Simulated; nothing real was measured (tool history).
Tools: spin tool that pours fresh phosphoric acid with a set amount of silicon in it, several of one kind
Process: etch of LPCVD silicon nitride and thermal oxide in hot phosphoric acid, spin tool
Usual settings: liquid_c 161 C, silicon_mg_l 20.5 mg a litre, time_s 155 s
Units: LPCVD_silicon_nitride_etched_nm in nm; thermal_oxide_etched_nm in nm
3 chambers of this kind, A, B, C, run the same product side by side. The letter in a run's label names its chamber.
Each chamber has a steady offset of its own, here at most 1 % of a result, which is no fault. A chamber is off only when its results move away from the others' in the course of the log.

run,hour,liquid_c,silicon_mg_l,time_s,hours since the thermometer was replaced,hours since the dissolved silicon flow meter was replaced,hours since the heated supply line was repaired,"read-back film thickness of the LPCVD silicon nitride reference wafer, read on the same gauge (nm)","read-back film thickness of the thermal oxide reference wafer, read on the same gauge (nm)",LPCVD_silicon_nitride_etched_nm,thermal_oxide_etched_nm
1A,7.2,161,20.5,155,721.6,684.6,1165.2,110,30.009,14.351,0.25225
2C,15.4,161,20.5,155,1833.7,228.3,1065.7,110.02,30.015,14.356,0.28595
3B,27.1,161,20.5,155,139.9,39.8,705.1,109.99,29.997,14.266,0.26992
4B,36.5,161,20.5,155,149.3,49.2,714.5,110.01,30.026,14.118,0.22806
5C,42.8,161,20.5,155,1861.1,255.7,1093.1,109.99,30.023,14.459,0.26416
# hour 45.4: chamber A: dissolved silicon flow meter replaced
6A,48,161,20.5,155,762.4,2.6,1206,110.01,30.014,14.36,0.25118
7A,59,161,20.5,155,773.4,13.6,1217,109.99,29.977,14.488,0.25086
8C,67,161,20.5,155,1885.3,279.9,1117.3,109.99,30.025,14.495,0.30177
9B,74.1,161,30,155,186.9,86.8,752.1,110.01,29.982,14.157,0.19538
10B,84.4,161,30,155,197.2,97.1,762.4,110,29.979,14.271,0.17105
11A,94.5,161,30,155,808.9,49.1,1252.5,109.99,29.995,14.334,0.19657
12C,99.7,161,20.5,155,1918,312.6,1150,109.98,29.99,14.446,0.2457
13B,111,161,20.5,155,223.8,123.7,789,109.99,30.016,14.178,0.26423
14C,116.4,161,8,110,1934.7,329.3,1166.7,110.01,30,10.244,0.28258
15A,124.8,161,8,110,839.2,79.4,1282.8,109.99,29.981,10.221,0.22572
16B,136.6,161,8,110,249.4,149.3,814.6,110,30.005,10.081,0.23925
17C,146.9,161,20.5,155,1965.2,359.8,1197.2,110.01,30.008,14.451,0.26393
18A,155.1,158.5,29,155,869.5,109.7,1313.1,110,29.981,13.158,0.19287
19B,162.2,158.5,29,155,275,174.9,840.2,110,30.003,13.169,0.17339
20A,171,158.5,29,155,885.4,125.6,1329,109.99,29.987,13.174,0.15549
21C,179.1,161,20.5,155,1997.4,392,1229.4,109.99,30.012,14.423,0.31809
22A,185.2,161,20.5,155,899.6,139.8,1343.2,110.01,30.015,14.327,0.27767
23C,196.6,161,20.5,155,2014.9,409.5,1246.9,110.01,29.998,14.429,0.27608
24B,203.5,161,20.5,155,316.3,216.2,881.5,110.02,30.013,14.33,0.23885
25B,215.2,161,20.5,155,328,227.9,893.2,110,30.016,14.198,0.24367
26A,226.9,161,20.5,155,941.3,181.5,1384.9,110,30.035,14.22,0.28433
27C,237.9,161,20.5,155,2056.2,450.8,1288.2,110.02,30.004,14.434,0.28379
28C,245.3,161,11,155,2063.6,458.2,1295.6,110.03,30.032,14.505,0.3305
29A,256.8,161,11,155,971.2,211.4,1414.8,109.99,30.015,14.266,0.34958
30B,265.9,161,11,155,378.7,278.6,943.9,110,30.009,14.206,0.3275
# hour 267.2: chamber A: thermometer replaced
31A,272.2,161,20.5,155,5.1,226.8,1430.2,110,30.004,14.37,0.27872
32C,279.7,161,20.5,155,2098,492.6,1330,110,30.009,14.489,0.32887
33B,288.6,161,20.5,155,401.4,301.3,966.6,110,29.991,14.165,0.25986
34C,298.2,161,20.5,155,2116.5,511.1,1348.5,109.99,29.974,14.448,0.2461
35A,307.8,161,20.5,155,40.7,262.4,1465.8,110.02,30.001,14.254,0.31699
36B,315.5,161,20.5,155,428.3,328.2,993.5,110,29.969,14.17,0.23897
37C,322.4,161,20.5,155,2140.7,535.3,1372.7,109.99,29.957,14.417,0.29298

What goes on in this fleet: one chamber off, a drifting gauge, or nothing beyond the chambers' own small offsets? Name the chamber and the cause, if any.

No chamber stands off beyond its own small offset, and the gauge holds steady.

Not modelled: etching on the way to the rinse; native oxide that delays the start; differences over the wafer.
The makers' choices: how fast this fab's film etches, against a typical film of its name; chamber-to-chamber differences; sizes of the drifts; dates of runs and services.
